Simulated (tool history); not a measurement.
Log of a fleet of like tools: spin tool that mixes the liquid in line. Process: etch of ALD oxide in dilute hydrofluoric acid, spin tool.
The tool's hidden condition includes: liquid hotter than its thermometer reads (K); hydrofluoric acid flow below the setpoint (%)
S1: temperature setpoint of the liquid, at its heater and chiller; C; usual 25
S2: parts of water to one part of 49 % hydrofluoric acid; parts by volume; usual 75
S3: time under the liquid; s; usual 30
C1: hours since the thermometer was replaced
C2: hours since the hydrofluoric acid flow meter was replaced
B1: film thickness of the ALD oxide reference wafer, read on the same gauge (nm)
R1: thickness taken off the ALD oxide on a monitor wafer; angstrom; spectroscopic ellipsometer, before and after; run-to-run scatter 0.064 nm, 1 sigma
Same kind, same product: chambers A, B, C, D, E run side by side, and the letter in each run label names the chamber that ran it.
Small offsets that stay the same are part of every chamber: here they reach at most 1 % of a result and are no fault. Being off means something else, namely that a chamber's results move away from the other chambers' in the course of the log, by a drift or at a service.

| run | day | S1 | S2 | S3 | C1 | C2 | B1 | R1 |
|---|---|---|---|---|---|---|---|---|
|  | 0.088 | chamber C: thermometer replaced |
| 1D | 0.496 | 25 | 75 | 30 | 1587.6 | 763.8 | 109.99 | 69.754 |
| 2B | 0.875 | 25 | 75 | 30 | 296.8 | 99.9 | 109.99 | 68.432 |
| 3E | 1.188 | 25 | 75 | 30 | 147.4 | 326.5 | 109.99 | 68.757 |
| 4C | 1.454 | 25 | 75 | 30 | 32.8 | 352.6 | 110.00 | 70.370 |
| 5A | 1.942 | 25 | 75 | 30 | 273.8 | 341.5 | 109.99 | 68.560 |
| 6E | 2.496 | 25 | 75 | 30 | 178.8 | 357.9 | 110.00 | 69.810 |
| 7D | 3.062 | 22 | 75 | 35 | 1649.2 | 825.4 | 110.01 | 72.849 |
| 8B | 3.638 | 22 | 75 | 35 | 363.1 | 166.2 | 110.01 | 71.828 |
| 9C | 3.992 | 22 | 75 | 35 | 93.7 | 413.5 | 110.00 | 71.989 |
| 10A | 4.400 | 22 | 75 | 35 | 332.8 | 400.5 | 110.01 | 70.336 |
| 11D | 4.846 | 22 | 75 | 35 | 1692.0 | 868.2 | 109.99 | 72.956 |
| 12E | 5.196 | 25 | 75 | 30 | 243.6 | 422.7 | 109.99 | 69.578 |
| 13C | 5.583 | 25 | 75 | 30 | 131.9 | 451.7 | 110.02 | 69.066 |
| 14A | 5.988 | 25 | 75 | 30 | 370.9 | 438.6 | 110.00 | 68.077 |
| 15B | 6.479 | 25 | 75 | 30 | 431.3 | 234.4 | 109.99 | 68.942 |
| 16B | 6.950 | 25 | 75 | 30 | 442.6 | 245.7 | 109.99 | 69.030 |
| 17A | 7.521 | 25 | 75 | 30 | 407.7 | 475.4 | 110.01 | 67.577 |
| 18E | 7.854 | 25 | 75 | 30 | 307.4 | 486.5 | 110.00 | 70.236 |
| 19D | 8.167 | 25 | 110 | 30 | 1771.7 | 947.9 | 110.01 | 45.065 |
|  | 8.529 | chamber D: thermometer replaced |
| 20C | 8.700 | 25 | 110 | 30 | 206.7 | 526.5 | 109.99 | 44.987 |
| 21B | 9.125 | 25 | 110 | 30 | 494.8 | 297.9 | 109.98 | 44.474 |
| 22E | 9.446 | 25 | 110 | 30 | 345.6 | 524.7 | 110.00 | 46.095 |
| 23D | 9.867 | 25 | 110 | 30 | 32.2 | 988.7 | 109.99 | 45.440 |
| 24C | 10.379 | 25 | 75 | 30 | 247.0 | 566.8 | 109.99 | 69.395 |
| 25A | 10.767 | 25 | 75 | 30 | 485.6 | 553.3 | 109.99 | 64.893 |
| 26E | 11.083 | 25 | 75 | 30 | 384.9 | 564.0 | 110.00 | 70.521 |
| 27A | 11.417 | 25 | 75 | 30 | 501.2 | 568.9 | 110.00 | 66.923 |
| 28B | 11.912 | 25 | 75 | 30 | 561.7 | 364.8 | 109.98 | 69.438 |
| 29D | 12.192 | 25 | 75 | 30 | 88.0 | 1044.5 | 109.99 | 68.935 |
| 30C | 12.471 | 25 | 75 | 30 | 297.2 | 617.0 | 110.01 | 68.259 |
| 31C | 12.883 | 25 | 75 | 30 | 307.1 | 626.9 | 109.98 | 69.338 |
| 32E | 13.167 | 25 | 75 | 30 | 434.9 | 614.0 | 109.97 | 69.086 |
| 33A | 13.438 | 25 | 75 | 30 | 549.7 | 617.4 | 110.00 | 64.189 |

Is one chamber out of step, is the gauge drifting, or do the chambers differ by no more than their own small offsets? For an off chamber, give its letter and the likeliest cause.

Chamber A drifts away from the others.
What lies behind it: hydrofluoric acid flow below the setpoint (%) = 6.25.
The log may not separate it from: liquid colder than its thermometer reads (K).

Chamber A could run next with any of the 4 candidate recipes listed below; each alters the usual settings, and their results appear as question marks. Which one brings its results back in line with what the other chambers deliver on the usual settings?
Allowed miss from the other chambers' usual-settings mean, per result, to count as in line: R1 2.300 angstrom
| 34A-1 | 13.871 | 25.0 | 80 | 30 |  |  |  | ? |
| 34A-2 | 13.871 | 28.5 | 75 | 30 |  |  |  | ? |
| 34A-3 | 13.871 | 27.0 | 75 | 30 |  |  |  | ? |
| 34A-4 | 13.871 | 21.5 | 75 | 30 |  |  |  | ? |

Usual-settings mean across the other chambers: R1 69.493 angstrom
| run | R1 |
|---|---|
| 34A-1 | 59.815 |
| 34A-2 | 73.570 |
| 34A-3 | 69.456 |
| 34A-4 | 55.898 |
Change 34A-3 lands the chamber within the allowed miss of the other chambers.
